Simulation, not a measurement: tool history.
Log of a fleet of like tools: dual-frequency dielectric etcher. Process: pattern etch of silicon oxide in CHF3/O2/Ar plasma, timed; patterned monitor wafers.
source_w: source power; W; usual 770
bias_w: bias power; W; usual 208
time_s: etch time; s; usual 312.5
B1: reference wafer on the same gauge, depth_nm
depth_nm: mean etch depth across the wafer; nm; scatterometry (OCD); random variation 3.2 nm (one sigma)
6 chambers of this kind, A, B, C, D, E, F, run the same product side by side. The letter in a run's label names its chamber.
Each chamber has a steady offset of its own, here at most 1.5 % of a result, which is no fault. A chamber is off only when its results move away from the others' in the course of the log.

-- hour=4.5 chamber D: wet clean of the chamber
run 1D hour=5.9 | source_w=770 bias_w=208 time_s=312.5 | B1=571.62 | depth_nm=709.02
run 2F hour=13.3 | source_w=770 bias_w=208 time_s=312.5 | B1=570.74 | depth_nm=707.53
-- hour=14.8 chamber B: wet clean of the chamber
-- hour=17.2 chamber E: wet clean of the chamber
run 3B hour=18.7 | source_w=770 bias_w=208 time_s=312.5 | B1=569.91 | depth_nm=704.25
-- hour=20.8 chamber C: wet clean of the chamber
run 4A hour=25.5 | source_w=770 bias_w=208 time_s=312.5 | B1=571.19 | depth_nm=715.22
run 5C hour=32.8 | source_w=770 bias_w=208 time_s=312.5 | B1=570.61 | depth_nm=710.16
run 6E hour=40.0 | source_w=770 bias_w=208 time_s=312.5 | B1=571.05 | depth_nm=712.01
run 7D hour=47.1 | source_w=770 bias_w=208 time_s=312.5 | B1=571.15 | depth_nm=713.03
run 8A hour=52.4 | source_w=770 bias_w=208 time_s=242.5 | B1=570.26 | depth_nm=554.29
run 9B hour=59.5 | source_w=770 bias_w=208 time_s=242.5 | B1=570.67 | depth_nm=551.10
run 10E hour=64.1 | source_w=770 bias_w=208 time_s=242.5 | B1=571.40 | depth_nm=547.36
run 11C hour=68.2 | source_w=770 bias_w=208 time_s=242.5 | B1=570.93 | depth_nm=546.32
run 12F hour=72.6 | source_w=770 bias_w=208 time_s=242.5 | B1=570.83 | depth_nm=550.23
run 13E hour=79.2 | source_w=770 bias_w=208 time_s=242.5 | B1=571.06 | depth_nm=552.52
run 14F hour=85.4 | source_w=770 bias_w=208 time_s=312.5 | B1=571.37 | depth_nm=711.24
run 15A hour=88.9 | source_w=770 bias_w=208 time_s=312.5 | B1=571.22 | depth_nm=708.73
-- hour=91.1 chamber F: wet clean of the chamber
run 16B hour=94.3 | source_w=770 bias_w=208 time_s=312.5 | B1=570.82 | depth_nm=706.78
run 17D hour=98.8 | source_w=770 bias_w=208 time_s=312.5 | B1=571.09 | depth_nm=712.70
run 18C hour=105.8 | source_w=770 bias_w=208 time_s=312.5 | B1=571.86 | depth_nm=705.75
run 19A hour=113.0 | source_w=770 bias_w=208 time_s=312.5 | B1=571.26 | depth_nm=720.02
run 20C hour=117.2 | source_w=770 bias_w=208 time_s=312.5 | B1=571.33 | depth_nm=707.46
run 21B hour=121.1 | source_w=770 bias_w=208 time_s=312.5 | B1=570.30 | depth_nm=707.35
run 22F hour=125.2 | source_w=770 bias_w=162 time_s=364.5 | B1=571.36 | depth_nm=757.77
run 23D hour=130.7 | source_w=770 bias_w=162 time_s=364.5 | B1=570.23 | depth_nm=766.33
run 24E hour=136.2 | source_w=770 bias_w=162 time_s=364.5 | B1=571.17 | depth_nm=766.33
run 25A hour=141.6 | source_w=770 bias_w=162 time_s=364.5 | B1=571.00 | depth_nm=766.72
run 26C hour=146.8 | source_w=770 bias_w=162 time_s=364.5 | B1=570.94 | depth_nm=754.88
run 27F hour=151.7 | source_w=770 bias_w=162 time_s=364.5 | B1=570.79 | depth_nm=768.09
run 28E hour=158.3 | source_w=770 bias_w=208 time_s=312.5 | B1=571.11 | depth_nm=711.41
run 29B hour=162.8 | source_w=770 bias_w=208 time_s=312.5 | B1=571.27 | depth_nm=709.88
run 30D hour=167.8 | source_w=770 bias_w=208 time_s=312.5 | B1=571.21 | depth_nm=709.80
run 31E hour=171.5 | source_w=770 bias_w=208 time_s=312.5 | B1=571.29 | depth_nm=707.82
run 32D hour=175.8 | source_w=770 bias_w=208 time_s=312.5 | B1=570.32 | depth_nm=716.76
run 33C hour=181.8 | source_w=770 bias_w=208 time_s=312.5 | B1=570.82 | depth_nm=708.70
run 34F hour=188.2 | source_w=770 bias_w=247 time_s=312.5 | B1=570.85 | depth_nm=753.70
run 35B hour=192.7 | source_w=770 bias_w=247 time_s=312.5 | B1=571.11 | depth_nm=746.25
run 36A hour=199.7 | source_w=770 bias_w=247 time_s=312.5 | B1=571.46 | depth_nm=753.48
run 37A hour=203.5 | source_w=770 bias_w=247 time_s=312.5 | B1=571.09 | depth_nm=760.05
run 38C hour=210.3 | source_w=770 bias_w=247 time_s=312.5 | B1=570.94 | depth_nm=749.96
run 39F hour=214.9 | source_w=770 bias_w=247 time_s=312.5 | B1=570.65 | depth_nm=752.90
run 40D hour=219.1 | source_w=770 bias_w=208 time_s=312.5 | B1=570.57 | depth_nm=708.43

Next, every chamber runs the same settings. What will each give?
run 41A hour=224.5 | source_w=770 bias_w=208 time_s=233.0 | depth_nm=?
run 41B hour=224.5 | source_w=770 bias_w=208 time_s=233.0 | depth_nm=?
run 41C hour=224.5 | source_w=770 bias_w=208 time_s=233.0 | depth_nm=?
run 41D hour=224.5 | source_w=770 bias_w=208 time_s=233.0 | depth_nm=?
run 41E hour=224.5 | source_w=770 bias_w=208 time_s=233.0 | depth_nm=?
run 41F hour=224.5 | source_w=770 bias_w=208 time_s=233.0 | depth_nm=?

run=41A depth_nm=531.29
run=41B depth_nm=525.30
run=41C depth_nm=528.17
run=41D depth_nm=533.71
run=41E depth_nm=532.53
run=41F depth_nm=530.17
